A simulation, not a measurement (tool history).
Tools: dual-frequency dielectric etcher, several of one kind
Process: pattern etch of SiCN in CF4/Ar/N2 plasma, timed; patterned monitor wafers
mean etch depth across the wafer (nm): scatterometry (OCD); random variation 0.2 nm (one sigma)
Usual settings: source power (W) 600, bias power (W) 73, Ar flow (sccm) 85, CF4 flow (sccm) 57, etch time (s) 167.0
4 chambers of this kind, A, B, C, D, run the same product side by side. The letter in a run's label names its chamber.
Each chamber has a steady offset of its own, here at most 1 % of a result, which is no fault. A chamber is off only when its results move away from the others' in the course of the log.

run,day,source power (W),bias power (W),Ar flow (sccm),CF4 flow (sccm),etch time (s),hours since the last wet clean,hours since the last source power generator calibration,hours since the last bias power generator calibration,hours since the last Ar flow controller change,hours since the last CF4 flow controller change,"read-back reference wafer on the same gauge, depth_nm",mean etch depth across the wafer (nm)
1C,0.192,600,73,85,57,167.0,203.7,2600.2,1152.4,1660.3,2430.3,166.99,185.33
2D,0.433,600,73,85,57,167.0,440.1,1976.7,3562.0,856.5,3232.9,166.98,184.08
3A,0.750,600,73,85,57,167.0,339.9,4215.0,1234.0,644.0,2104.0,166.98,185.74
4B,1.058,600,73,85,57,167.0,152.9,2045.0,4742.7,408.7,2846.1,166.93,184.08
5D,1.325,600,73,85,57,167.0,461.5,1998.1,3583.4,877.9,3254.3,166.93,184.48
6C,1.571,600,73,85,57,167.0,236.8,2633.3,1185.5,1693.4,2463.4,166.93,185.18
7B,1.862,600,73,85,57,167.0,172.2,2064.3,4762.0,428.0,2865.4,166.91,183.80
8A,2.112,600,73,85,57,167.0,372.6,4247.7,1266.7,676.7,2136.7,166.85,185.75
# day 2.212: chamber D: source power generator calibrated
9D,2.475,600,73,85,57,167.0,489.1,6.3,3611.0,905.5,3281.9,166.87,184.47
10B,2.762,600,73,85,57,167.0,193.8,2085.9,4783.6,449.6,2887.0,166.80,184.33
11A,3.025,600,73,98,57,167.0,394.5,4269.6,1288.6,698.6,2158.6,166.79,181.17
12C,3.388,600,73,98,57,167.0,280.4,2676.9,1229.1,1737.0,2507.0,166.81,181.13
13D,3.708,600,73,98,57,167.0,518.7,35.9,3640.6,935.1,3311.5,166.72,179.88
14A,3.917,600,73,98,57,167.0,415.9,4291.0,1310.0,720.0,2180.0,166.77,181.13
15B,4.146,600,73,85,57,167.0,227.0,2119.1,4816.8,482.8,2920.2,166.70,183.68
16C,4.404,600,73,85,57,167.0,304.8,2701.3,1253.5,1761.4,2531.4,166.74,185.13
17C,4.604,600,73,85,57,167.0,309.6,2706.1,1258.3,1766.2,2536.2,166.75,185.44
18A,4.825,600,73,85,57,167.0,437.7,4312.8,1331.8,741.8,2201.8,166.69,185.27
19B,5.054,600,73,85,57,167.0,248.8,2140.9,4838.6,504.6,2942.0,166.68,183.55
20D,5.433,600,73,85,57,167.0,560.1,77.3,3682.0,976.5,3352.9,166.62,183.86
21C,5.733,600,73,85,57,167.0,336.7,2733.2,1285.4,1793.3,2563.3,166.68,185.35
# day 5.908: chamber D: wet clean of the chamber
22A,6.033,600,73,85,57,167.0,466.7,4341.8,1360.8,770.8,2230.8,166.62,185.35
23B,6.379,600,73,85,57,167.0,280.6,2172.7,4870.4,536.4,2973.8,166.61,183.41
24D,6.725,600,73,85,57,167.0,19.6,108.3,3713.0,1007.5,3383.9,166.62,183.88
25A,7.112,600,73,85,57,167.0,492.6,4367.7,1386.7,796.7,2256.7,166.56,185.01
# day 7.183: chamber B: bias power generator calibrated
26B,7.496,600,73,85,57,167.0,307.4,2199.5,7.6,563.2,3000.6,166.55,183.25
27C,7.900,600,73,85,57,191.5,388.7,2785.2,1337.4,1845.3,2615.3,166.48,212.23
28D,8.200,600,73,85,57,191.5,55.0,143.7,3748.4,1042.9,3419.3,166.48,210.48
29C,8.621,600,73,85,57,191.5,406.0,2802.5,1354.7,1862.6,2632.6,166.47,212.34
# day 8.704: chamber C: source power generator calibrated
30A,8.938,600,73,85,57,191.5,536.4,4411.5,1430.5,840.5,2300.5,166.44,212.19
31B,9.158,600,73,85,57,167.0,347.3,2239.4,47.5,603.1,3040.5,166.38,183.47
32D,9.475,600,73,85,57,167.0,85.6,174.3,3779.0,1073.5,3449.9,166.47,183.62
# day 9.558: chamber A: source power generator calibrated
33A,9.721,600,73,85,57,167.0,555.2,4.0,1449.3,859.3,2319.3,166.36,185.11
34B,10.004,600,88,85,57,167.0,367.6,2259.7,67.8,623.4,3060.8,166.30,195.55
35C,10.392,600,88,85,57,167.0,448.5,40.5,1397.2,1905.1,2675.1,166.38,197.35
36D,10.725,600,88,85,57,167.0,115.6,204.3,3809.0,1103.5,3479.9,166.31,195.66
37D,11.054,600,88,85,57,167.0,123.5,212.2,3816.9,1111.4,3487.8,166.31,195.81
38A,11.246,600,73,85,57,167.0,591.8,40.6,1485.9,895.9,2355.9,166.28,185.09
39B,11.462,600,73,85,57,167.0,402.6,2294.7,102.8,658.4,3095.8,166.29,183.42
40C,11.733,600,73,85,57,167.0,480.7,72.7,1429.4,1937.3,2707.3,166.23,184.75

All 4 chambers run these settings next. Forecast each chamber's results:
41A,12.038,600,73,85,57,142.0,,,,,,,?
41B,12.038,600,73,85,57,142.0,,,,,,,?
41C,12.038,600,73,85,57,142.0,,,,,,,?
41D,12.038,600,73,85,57,142.0,,,,,,,?

run,mean etch depth across the wafer (nm)
41A,157.07
41B,156.20
41C,156.70
41D,156.20

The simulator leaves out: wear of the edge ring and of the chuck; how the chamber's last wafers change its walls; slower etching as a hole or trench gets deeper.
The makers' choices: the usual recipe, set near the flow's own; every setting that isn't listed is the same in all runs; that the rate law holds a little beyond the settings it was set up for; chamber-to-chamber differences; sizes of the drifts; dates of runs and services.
